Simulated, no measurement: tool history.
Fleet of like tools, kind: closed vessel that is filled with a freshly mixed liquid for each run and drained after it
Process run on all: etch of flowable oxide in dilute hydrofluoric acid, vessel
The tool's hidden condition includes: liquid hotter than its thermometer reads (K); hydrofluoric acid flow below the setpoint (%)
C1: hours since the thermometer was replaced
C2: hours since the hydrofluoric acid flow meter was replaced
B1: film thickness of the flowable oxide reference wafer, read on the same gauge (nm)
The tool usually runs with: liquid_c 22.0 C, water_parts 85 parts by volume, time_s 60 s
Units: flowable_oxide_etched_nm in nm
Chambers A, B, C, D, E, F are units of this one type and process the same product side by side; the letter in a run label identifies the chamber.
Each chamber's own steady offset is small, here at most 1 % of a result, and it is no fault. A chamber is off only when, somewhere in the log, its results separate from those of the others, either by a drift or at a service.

Run 1D, day 0.229: usual settings; C1 414.6; C2 598.9; B1 149.96. Result: flowable_oxide_etched_nm 24.275 nm.
Run 2C, day 0.479: usual settings; C1 199.6; C2 1382.6; B1 150.03. Result: flowable_oxide_etched_nm 25.163 nm.
Run 3A, day 0.700: usual settings; C1 2879.1; C2 1041.2; B1 149.97. Result: flowable_oxide_etched_nm 24.830 nm.
At day 0.888: chamber A: thermometer replaced.
Run 4F, day 0.950: usual settings; C1 2791.1; C2 1301.9; B1 149.97. Result: flowable_oxide_etched_nm 24.300 nm.
Run 5B, day 1.217: usual settings; C1 709.1; C2 79.7; B1 149.99. Result: flowable_oxide_etched_nm 25.165 nm.
Run 6E, day 1.421: usual settings but time_s 45 s; C1 604.6; C2 961.9; B1 150.02. Result: flowable_oxide_etched_nm 18.348 nm.
Run 7A, day 1.696: usual settings but time_s 45 s; C1 19.5; C2 1065.1; B1 149.99. Result: flowable_oxide_etched_nm 18.286 nm.
Run 8E, day 1.942: usual settings but time_s 45 s; C1 617.1; C2 974.4; B1 149.99. Result: flowable_oxide_etched_nm 18.536 nm.
Run 9B, day 2.229: usual settings but time_s 45 s; C1 733.4; C2 104.0; B1 149.98. Result: flowable_oxide_etched_nm 18.618 nm.
Run 10C, day 2.612: usual settings but time_s 45 s; C1 250.8; C2 1433.8; B1 150.03. Result: flowable_oxide_etched_nm 18.520 nm.
Run 11D, day 2.904: usual settings but time_s 45 s; C1 478.8; C2 663.1; B1 149.95. Result: flowable_oxide_etched_nm 18.365 nm.
Run 12F, day 3.112: usual settings; C1 2843.0; C2 1353.8; B1 149.98. Result: flowable_oxide_etched_nm 24.206 nm.
At day 3.304: chamber C: hydrofluoric acid flow meter replaced.
At day 3.379: chamber A: hydrofluoric acid flow meter replaced.
Run 13C, day 3.475: usual settings; C1 271.5; C2 4.2; B1 149.97. Result: flowable_oxide_etched_nm 24.997 nm.
Run 14D, day 3.788: usual settings but liquid_c 18.5 C, water_parts 55 parts by volume; C1 500.0; C2 684.3; B1 150.00. Result: flowable_oxide_etched_nm 34.423 nm.
Run 15B, day 4.133: usual settings but liquid_c 18.5 C, water_parts 55 parts by volume; C1 779.1; C2 149.7; B1 149.98. Result: flowable_oxide_etched_nm 34.501 nm.
Run 16F, day 4.471: usual settings but liquid_c 18.5 C, water_parts 55 parts by volume; C1 2875.6; C2 1386.4; B1 150.06. Result: flowable_oxide_etched_nm 33.601 nm.
Run 17A, day 4.792: usual settings but liquid_c 18.5 C, water_parts 55 parts by volume; C1 93.8; C2 34.0; B1 150.00. Result: flowable_oxide_etched_nm 33.938 nm.
Run 18E, day 5.058: usual settings but liquid_c 18.5 C, water_parts 55 parts by volume; C1 691.9; C2 1049.2; B1 150.00. Result: flowable_oxide_etched_nm 33.067 nm.
At day 5.254: chamber B: thermometer replaced.
Run 19C, day 5.346: usual settings but liquid_c 18.5 C, water_parts 55 parts by volume; C1 316.4; C2 49.1; B1 149.99. Result: flowable_oxide_etched_nm 34.064 nm.
Run 20F, day 5.629: usual settings; C1 2903.4; C2 1414.2; B1 150.01. Result: flowable_oxide_etched_nm 24.549 nm.
Run 21B, day 6.046: usual settings; C1 19.1; C2 195.6; B1 150.00. Result: flowable_oxide_etched_nm 24.426 nm.
Run 22A, day 6.383: usual settings; C1 132.0; C2 72.2; B1 149.98. Result: flowable_oxide_etched_nm 24.516 nm.
Run 23D, day 6.692: usual settings but time_s 90 s; C1 569.7; C2 754.0; B1 150.00. Result: flowable_oxide_etched_nm 36.661 nm.
Run 24E, day 7.000: usual settings but time_s 90 s; C1 738.5; C2 1095.8; B1 150.02. Result: flowable_oxide_etched_nm 35.381 nm.
Run 25F, day 7.262: usual settings but time_s 90 s; C1 2942.6; C2 1453.4; B1 150.00. Result: flowable_oxide_etched_nm 36.902 nm.
Run 26D, day 7.504: usual settings but time_s 90 s; C1 589.2; C2 773.5; B1 150.00. Result: flowable_oxide_etched_nm 37.380 nm.
Run 27C, day 7.758: usual settings but time_s 90 s; C1 374.3; C2 107.0; B1 150.01. Result: flowable_oxide_etched_nm 37.488 nm.
Run 28B, day 8.058: usual settings but time_s 90 s; C1 67.4; C2 243.9; B1 150.03. Result: flowable_oxide_etched_nm 36.951 nm.
Run 29E, day 8.458: usual settings but water_parts 70 parts by volume; C1 773.5; C2 1130.8; B1 149.98. Result: flowable_oxide_etched_nm 29.055 nm.
Run 30A, day 8.783: usual settings but water_parts 70 parts by volume; C1 189.6; C2 129.8; B1 150.04. Result: flowable_oxide_etched_nm 30.227 nm.
Run 31D, day 9.179: usual settings but water_parts 70 parts by volume; C1 629.4; C2 813.7; B1 149.99. Result: flowable_oxide_etched_nm 30.222 nm.
Run 32C, day 9.442: usual settings but water_parts 70 parts by volume; C1 414.7; C2 147.4; B1 150.01. Result: flowable_oxide_etched_nm 30.973 nm.
At day 9.558: chamber F: thermometer replaced.
Run 33F, day 9.717: usual settings but water_parts 70 parts by volume; C1 3.9; C2 1512.3; B1 150.01. Result: flowable_oxide_etched_nm 29.878 nm.
Run 34E, day 9.950: usual settings but water_parts 70 parts by volume; C1 809.3; C2 1166.6; B1 150.01. Result: flowable_oxide_etched_nm 28.740 nm.
Run 35B, day 10.354: usual settings; C1 122.5; C2 299.0; B1 149.99. Result: flowable_oxide_etched_nm 24.836 nm.
Run 36A, day 10.758: usual settings; C1 237.0; C2 177.2; B1 150.01. Result: flowable_oxide_etched_nm 24.638 nm.
Run 37B, day 11.125: usual settings; C1 141.0; C2 317.5; B1 149.99. Result: flowable_oxide_etched_nm 24.740 nm.

Read the log: is a single chamber off, either drifting away or since a service, is the gauge that measures every chamber drifting, or is nothing wrong beyond small per-chamber offsets? Name any odd chamber and what most likely caused it.

Little by little, chamber E moves away from the other chambers.
Cause: hydrofluoric acid flow below the setpoint (%) = 6.79.
With only this log, it may be confused with: liquid colder than its thermometer reads (K).

Below are 4 candidate recipes for chamber E's next run, each the usual settings with a change, their results shown as question marks. Which of them brings E's results back in line with what the other chambers give on the usual settings?
A result is in line if it is within this distance of the other chambers' mean on the usual settings: flowable_oxide_etched_nm 0.700 nm
Run 38E-1, day 11.429: usual settings but time_s 55 s. Result: flowable_oxide_etched_nm ?.
Run 38E-2, day 11.429: usual settings but time_s 65 s. Result: flowable_oxide_etched_nm ?.
Run 38E-3, day 11.429: usual settings but water_parts 95 parts by volume. Result: flowable_oxide_etched_nm ?.
Run 38E-4, day 11.429: usual settings but water_parts 75 parts by volume. Result: flowable_oxide_etched_nm ?.

The mean the other chambers reach with the usual settings: flowable_oxide_etched_nm 24.572 nm
  run  flowable_oxide_etched_nm
38E-1                    20.855
38E-2                    24.647
38E-3                    20.105
38E-4                    26.115
The answer is 38E-2, which returns the chamber to within the allowed miss of the others.
